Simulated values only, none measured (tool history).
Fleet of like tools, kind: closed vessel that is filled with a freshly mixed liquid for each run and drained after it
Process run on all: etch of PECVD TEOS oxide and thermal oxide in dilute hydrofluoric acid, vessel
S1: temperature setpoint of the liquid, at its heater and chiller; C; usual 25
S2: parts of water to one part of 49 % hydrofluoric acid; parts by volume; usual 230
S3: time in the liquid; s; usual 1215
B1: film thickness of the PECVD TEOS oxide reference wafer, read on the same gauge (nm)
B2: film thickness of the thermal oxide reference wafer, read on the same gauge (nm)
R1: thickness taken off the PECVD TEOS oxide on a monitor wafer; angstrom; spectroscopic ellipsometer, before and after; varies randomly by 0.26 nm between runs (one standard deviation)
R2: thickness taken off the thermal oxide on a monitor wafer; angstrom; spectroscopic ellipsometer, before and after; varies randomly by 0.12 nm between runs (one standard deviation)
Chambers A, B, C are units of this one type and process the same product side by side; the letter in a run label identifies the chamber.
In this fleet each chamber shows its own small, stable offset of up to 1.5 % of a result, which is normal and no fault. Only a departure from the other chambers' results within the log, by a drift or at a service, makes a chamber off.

| run | hour | S1 | S2 | S3 | B1 | B2 | R1 | R2 |
|---|---|---|---|---|---|---|---|---|
| 1A | 13.6 | 25 | 230 | 1215 | 110 | 139.99 | 581.92 | 214.85 |
| 2B | 24.1 | 25 | 230 | 1215 | 109.97 | 139.99 | 601.22 | 219.52 |
| 3C | 34.3 | 25 | 230 | 1215 | 109.99 | 139.97 | 590.25 | 219.52 |
| 4C | 45.8 | 25 | 230 | 1215 | 109.98 | 140.02 | 590.06 | 217.59 |
| 5B | 57.1 | 25 | 230 | 1435 | 110 | 140 | 706.04 | 258.1 |
| 6A | 65.8 | 25 | 230 | 1435 | 110.01 | 139.98 | 694.45 | 254.28 |
| 7C | 74.2 | 25 | 230 | 1435 | 110 | 139.97 | 699.15 | 255.31 |
| 8A | 87.5 | 25 | 230 | 1215 | 109.99 | 139.99 | 584.73 | 215.68 |
| 9B | 94.7 | 25 | 230 | 1215 | 110 | 140.01 | 599.14 | 216.95 |
| 10A | 106.4 | 25 | 230 | 1215 | 110.02 | 139.99 | 584.78 | 217.99 |
| 11B | 112.5 | 25 | 120 | 1215 | 109.98 | 139.95 | 1298.2 | 475.49 |
| 12C | 120.7 | 25 | 120 | 1215 | 109.99 | 140 | 1291.3 | 477.2 |
| 13B | 127.1 | 25 | 120 | 1215 | 110 | 139.97 | 1288.8 | 476.62 |
|  | 132.8 | chamber C: thermometer replaced |
| 14A | 140.2 | 25 | 230 | 1215 | 110 | 140.03 | 587.39 | 212.95 |
| 15C | 149.6 | 25 | 230 | 1215 | 110 | 139.99 | 592.05 | 217.76 |
| 16A | 159.5 | 25 | 230 | 1215 | 110 | 139.99 | 584.79 | 215.46 |
| 17B | 167 | 25 | 325 | 1215 | 109.99 | 139.96 | 384.46 | 140.46 |
| 18C | 174.3 | 25 | 325 | 1215 | 110.01 | 140.01 | 375.23 | 139.93 |
| 19B | 181 | 25 | 325 | 1215 | 109.98 | 140.02 | 381.28 | 140.02 |
| 20A | 191.8 | 27.5 | 230 | 1215 | 110.02 | 139.96 | 637.75 | 234.14 |
| 21C | 201.9 | 27.5 | 230 | 1215 | 109.99 | 139.99 | 641.55 | 238.01 |
| 22A | 211.7 | 27.5 | 230 | 1215 | 110.01 | 140 | 640.8 | 235.11 |
| 23B | 217.8 | 29 | 230 | 1215 | 110.01 | 140.02 | 680.42 | 251.64 |
| 24C | 224.1 | 29 | 230 | 1215 | 110 | 140.01 | 683.79 | 252.64 |
| 25A | 233.9 | 29 | 230 | 1215 | 109.98 | 139.97 | 668.54 | 247.92 |
| 26B | 245 | 25 | 230 | 1215 | 110 | 140 | 594.11 | 219.58 |
| 27C | 256 | 25 | 230 | 1215 | 109.99 | 139.99 | 595.61 | 218.36 |
| 28C | 267.2 | 25 | 230 | 1215 | 109.99 | 139.97 | 588.56 | 215.47 |
| 29B | 280.6 | 25 | 230 | 1215 | 109.99 | 139.98 | 595.4 | 219.19 |
| 30A | 291.2 | 21.5 | 180 | 1215 | 109.99 | 139.99 | 698.87 | 253.8 |
| 31C | 297.8 | 21.5 | 180 | 1215 | 109.97 | 139.99 | 700.33 | 258.45 |
| 32A | 309.6 | 21.5 | 180 | 1215 | 110 | 139.98 | 686.03 | 257.05 |
| 33B | 315.6 | 25 | 230 | 1215 | 109.99 | 140.01 | 595.79 | 219 |
| 34B | 326 | 25 | 230 | 1215 | 110 | 139.99 | 600.2 | 217.24 |
| 35C | 332.4 | 25 | 230 | 1215 | 110.01 | 140.05 | 590.74 | 217.49 |
| 36A | 346.2 | 27 | 330 | 1215 | 110 | 140.04 | 393.8 | 145.43 |
| 37C | 353.3 | 27 | 330 | 1215 | 109.99 | 140 | 396.17 | 146.05 |
| 38A | 362.8 | 27 | 330 | 1215 | 110 | 140.05 | 393.82 | 145.28 |

Is one chamber off against the others, does the gauge drift, or is nothing wrong? If a chamber is off, say which, and what the likeliest cause is.

The fleet is healthy, with each chamber sitting at its usual small offset and no drift in the gauge.
